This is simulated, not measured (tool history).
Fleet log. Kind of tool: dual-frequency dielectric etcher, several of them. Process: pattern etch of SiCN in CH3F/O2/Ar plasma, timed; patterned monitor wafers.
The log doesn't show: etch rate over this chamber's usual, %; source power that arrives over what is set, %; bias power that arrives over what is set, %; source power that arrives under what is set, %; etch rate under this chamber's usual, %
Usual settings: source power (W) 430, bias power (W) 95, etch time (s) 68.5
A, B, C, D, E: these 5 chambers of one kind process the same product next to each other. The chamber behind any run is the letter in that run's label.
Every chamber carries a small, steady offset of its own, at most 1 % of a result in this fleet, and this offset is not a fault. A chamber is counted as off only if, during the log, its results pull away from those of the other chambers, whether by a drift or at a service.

| run | day | source power (W) | bias power (W) | etch time (s) | hours since the last wet clean | hours since the last source power generator calibration | hours since the last bias power generator calibration | read-back reference wafer on the same gauge, depth_nm | mean etch depth across the wafer (angstrom) |
|---|---|---|---|---|---|---|---|---|---|
| 1C | 0.158 | 430 | 95 | 68.5 | 352.2 | 2696.6 | 3020.8 | 33.919 | 292.81 |
| 2A | 0.250 | 430 | 95 | 68.5 | 374.7 | 100.7 | 4122.5 | 33.912 | 296.61 |
| 3B | 0.342 | 430 | 95 | 68.5 | 240.6 | 1634.4 | 3483.4 | 33.853 | 289.70 |
| 4E | 0.450 | 430 | 95 | 68.5 | 624.5 | 1012.4 | 395.5 | 33.879 | 290.20 |
| 5D | 0.625 | 430 | 95 | 68.5 | 320.7 | 1286.4 | 418.3 | 33.901 | 290.44 |
| 6B | 0.729 | 430 | 95 | 68.5 | 249.9 | 1643.7 | 3492.7 | 33.933 | 290.73 |
| 7E | 0.883 | 430 | 95 | 68.5 | 634.9 | 1022.8 | 405.9 | 33.904 | 288.97 |
| 8D | 1.071 | 430 | 95 | 68.5 | 331.4 | 1297.1 | 429.0 | 33.847 | 291.15 |
| 9A | 1.212 | 430 | 95 | 68.5 | 397.8 | 123.8 | 4145.6 | 33.886 | 294.63 |
| 10C | 1.408 | 430 | 95 | 68.5 | 382.2 | 2726.6 | 3050.8 | 33.859 | 291.70 |
| 11E | 1.550 | 430 | 95 | 68.5 | 650.9 | 1038.8 | 421.9 | 33.878 | 290.44 |
| 12B | 1.683 | 430 | 95 | 68.5 | 272.8 | 1666.6 | 3515.6 | 33.885 | 290.73 |
| 13C | 1.796 | 430 | 95 | 68.5 | 391.5 | 2735.9 | 3060.1 | 33.900 | 292.37 |
| 14A | 1.992 | 430 | 95 | 68.5 | 416.5 | 142.5 | 4164.3 | 33.880 | 294.95 |
| 15D | 2.175 | 430 | 95 | 68.5 | 357.9 | 1323.6 | 455.5 | 33.920 | 289.17 |
| 16C | 2.283 | 430 | 95 | 68.5 | 403.2 | 2747.6 | 3071.8 | 33.896 | 293.27 |
| 17E | 2.438 | 430 | 95 | 68.5 | 672.2 | 1060.1 | 443.2 | 33.924 | 290.34 |
| 18A | 2.533 | 430 | 95 | 68.5 | 429.5 | 155.5 | 4177.3 | 33.913 | 297.47 |
| 19D | 2.700 | 430 | 95 | 68.5 | 370.5 | 1336.2 | 468.1 | 33.877 | 292.04 |
|  | 2.746 | chamber E: wet clean of the chamber |
| 20B | 2.821 | 430 | 95 | 68.5 | 300.1 | 1693.9 | 3542.9 | 33.897 | 292.26 |
| 21E | 2.954 | 520 | 95 | 57.0 | 5.1 | 1072.5 | 455.6 | 33.905 | 259.26 |
| 22C | 3.050 | 520 | 95 | 57.0 | 421.6 | 2766.0 | 3090.2 | 33.870 | 259.48 |
| 23B | 3.158 | 520 | 95 | 57.0 | 308.2 | 1702.0 | 3551.0 | 33.855 | 260.53 |
| 24A | 3.292 | 520 | 95 | 57.0 | 447.7 | 173.7 | 4195.5 | 33.957 | 263.79 |
| 25D | 3.429 | 520 | 95 | 57.0 | 388.0 | 1353.7 | 485.6 | 33.934 | 260.51 |
| 26E | 3.575 | 430 | 95 | 68.5 | 20.0 | 1087.4 | 470.5 | 33.915 | 292.51 |
| 27A | 3.696 | 430 | 95 | 68.5 | 457.4 | 183.4 | 4205.2 | 33.927 | 294.74 |
| 28D | 3.871 | 430 | 95 | 68.5 | 398.6 | 1364.3 | 496.2 | 33.909 | 290.43 |
| 29B | 4.008 | 430 | 95 | 68.5 | 328.6 | 1722.4 | 3571.4 | 33.896 | 293.91 |
| 30C | 4.204 | 430 | 95 | 68.5 | 449.3 | 2793.7 | 3117.9 | 33.869 | 289.36 |
|  | 4.225 | chamber D: wet clean of the chamber |
| 31E | 4.371 | 430 | 95 | 68.5 | 39.1 | 1106.5 | 489.6 | 33.909 | 292.63 |
| 32A | 4.525 | 430 | 95 | 68.5 | 477.3 | 203.3 | 4225.1 | 33.872 | 295.66 |
| 33D | 4.662 | 430 | 95 | 68.5 | 10.5 | 1383.3 | 515.2 | 33.886 | 291.38 |
| 34B | 4.846 | 430 | 95 | 68.5 | 348.7 | 1742.5 | 3591.5 | 33.870 | 292.09 |

For the next run the whole fleet of 5 chambers uses the same settings. Give each chamber's results:
| 35A | 4.988 | 430 | 95 | 68.5 |  |  |  |  | ? |
| 35B | 4.988 | 430 | 95 | 68.5 |  |  |  |  | ? |
| 35C | 4.988 | 430 | 95 | 68.5 |  |  |  |  | ? |
| 35D | 4.988 | 430 | 95 | 68.5 |  |  |  |  | ? |
| 35E | 4.988 | 430 | 95 | 68.5 |  |  |  |  | ? |

| run | mean etch depth across the wafer (angstrom) |
|---|---|
| 35A | 292.46 |
| 35B | 291.32 |
| 35C | 290.72 |
| 35D | 291.09 |
| 35E | 293.57 |

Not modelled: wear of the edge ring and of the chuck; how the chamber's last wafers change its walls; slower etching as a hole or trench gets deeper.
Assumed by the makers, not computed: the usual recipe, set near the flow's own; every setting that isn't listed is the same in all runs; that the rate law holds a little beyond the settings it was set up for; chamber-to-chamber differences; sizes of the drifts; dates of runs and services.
